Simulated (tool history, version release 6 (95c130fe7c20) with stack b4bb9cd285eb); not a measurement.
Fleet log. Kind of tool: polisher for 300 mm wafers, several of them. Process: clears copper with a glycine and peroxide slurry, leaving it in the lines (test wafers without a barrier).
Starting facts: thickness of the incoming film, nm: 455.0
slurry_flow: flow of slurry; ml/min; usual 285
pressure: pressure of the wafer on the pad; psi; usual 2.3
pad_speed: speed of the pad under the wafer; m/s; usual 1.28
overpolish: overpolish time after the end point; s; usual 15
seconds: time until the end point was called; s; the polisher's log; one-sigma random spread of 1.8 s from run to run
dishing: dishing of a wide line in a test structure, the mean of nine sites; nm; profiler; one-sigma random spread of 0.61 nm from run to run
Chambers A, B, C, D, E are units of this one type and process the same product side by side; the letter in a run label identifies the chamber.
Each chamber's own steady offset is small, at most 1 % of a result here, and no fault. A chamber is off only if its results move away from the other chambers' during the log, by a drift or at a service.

run     day  slurry_flow  pressure  pad_speed  overpolish  wafers polished on this pad  hours since the slurry nozzle was cleaned  hours since the head pressure was calibrated  seconds  dishing
 1B   0.275          285       2.3       1.28          15                          287                                      444.3                                         931.1   89.778   37.909
 2D   0.529          285       2.3       1.28          15                          691                                      666.9                                         364.1   89.074   37.099
      0.804  -- chamber A: worn pad replaced by a new one
 3E   0.858          285       2.3       1.28          15                          331                                      339.4                                         200.9   89.548   37.349
 4C   1.246          285       2.3       1.28          15                          743                                      402.6                                         146.5   89.325   37.493
      1.533  -- chamber C: slurry nozzle cleaned
 5A   1.579          285       2.3       1.28          15                          113                                      258.7                                          69.4   90.908   36.988
      1.754  -- chamber D: worn pad replaced by a new one
 6A   1.992          285       2.3       1.28          15                          173                                      268.6                                          79.3   88.328   37.874
 7E   2.362          285       2.3       1.28          15                          550                                      375.5                                           237   89.198   37.389
 8B   2.612          285       2.3       1.28          15                          627                                      500.4                                         987.2   86.578   38.259
      2.971  -- chamber B: worn pad replaced by a new one
 9C   3.088          360       2.3       1.12          15                         1011                                       37.3                                         190.7   100.93   35.669
10D   3.512          360       2.3       1.12          15                          256                                      738.5                                         435.7   98.041     36.8
11A   3.938          360       2.3       1.12          15                          456                                      315.3                                           126   95.629   35.653
12C   4.433          360       2.3       1.12          15                         1207                                       69.6                                           223    100.4   36.074
13B   4.908          360       2.3       1.12          15                          282                                      555.5                                        1042.3   97.246   35.861
14E   5.188          285       2.3       1.28          15                          961                                      443.3                                         304.8   89.799   37.706
      5.229  -- chamber C: worn pad replaced by a new one
      5.279  -- chamber D: slurry nozzle cleaned
      5.317  -- chamber A: worn pad replaced by a new one
15D   5.554          285       2.3       1.28          15                          553                                        6.6                                         484.7   89.749   37.583
16D   5.854          285       2.3       1.28          15                          597                                       13.8                                         491.9   92.836   37.743
17A   6.204          285       2.3       1.28          15                          129                                      369.7                                         180.4   87.807   36.842
      6.346  -- chamber E: worn pad replaced by a new one
18B   6.583          285       2.3       1.28          15                          526                                      595.7                                        1082.5   87.915   37.712
19C   6.812          285       2.3       1.28          15                          230                                      126.7                                         280.1   89.632   36.915
20E    7.05          325       2.8       1.28          15                          102                                        488                                         349.5   75.599   43.329
21D   7.508          325       2.8       1.28          15                          838                                       53.5                                         531.6   71.673   42.023
      7.742  -- chamber B: worn pad replaced by a new one
22A   7.912          325       2.8       1.28          15                          378                                      410.7                                         221.4   73.891   41.122
23E   8.267          325       2.8       1.28          15                          279                                      517.2                                         378.7   74.103   41.828
24B   8.525          325       2.8       1.28          15                          114                                      642.3                                        1129.1   74.078   43.508
       8.85  -- chamber D: worn pad replaced by a new one
25C   8.854          195       2.3       1.06          15                          528                                      175.7                                         329.1   108.14   32.466
26E   9.271          195       2.3       1.06          15                          426                                      541.3                                         402.8   109.85   32.752
27C   9.496          195       2.3       1.06          15                          621                                      191.1                                         344.5   107.12   33.659
28A   9.988          195       2.3       1.06          15                          680                                      460.5                                         271.2   108.49   33.222
29B  10.258          195       2.3       1.06          15                          366                                      683.9                                        1170.7   108.04   33.465
30D    10.7          205       2.3       1.28           7                          269                                      130.1                                         608.2   94.016   21.591
31B  11.154          205       2.3       1.28           7                          497                                      705.4                                        1192.2   92.193   22.165

Predict what each chamber gives when all 5 of them run the settings below next.
32A  11.508          285       2.3       1.62          15                                                                                                                              ?        ?
32B  11.508          285       2.3       1.62          15                                                                                                                              ?        ?
32C  11.508          285       2.3       1.62          15                                                                                                                              ?        ?
32D  11.508          285       2.3       1.62          15                                                                                                                              ?        ?
32E  11.508          285       2.3       1.62          15                                                                                                                              ?        ?

run  seconds  dishing
32A   69.716   41.819
32B   72.076   40.402
32C   72.394   40.975
32D   72.728   42.576
32E   73.419   40.779
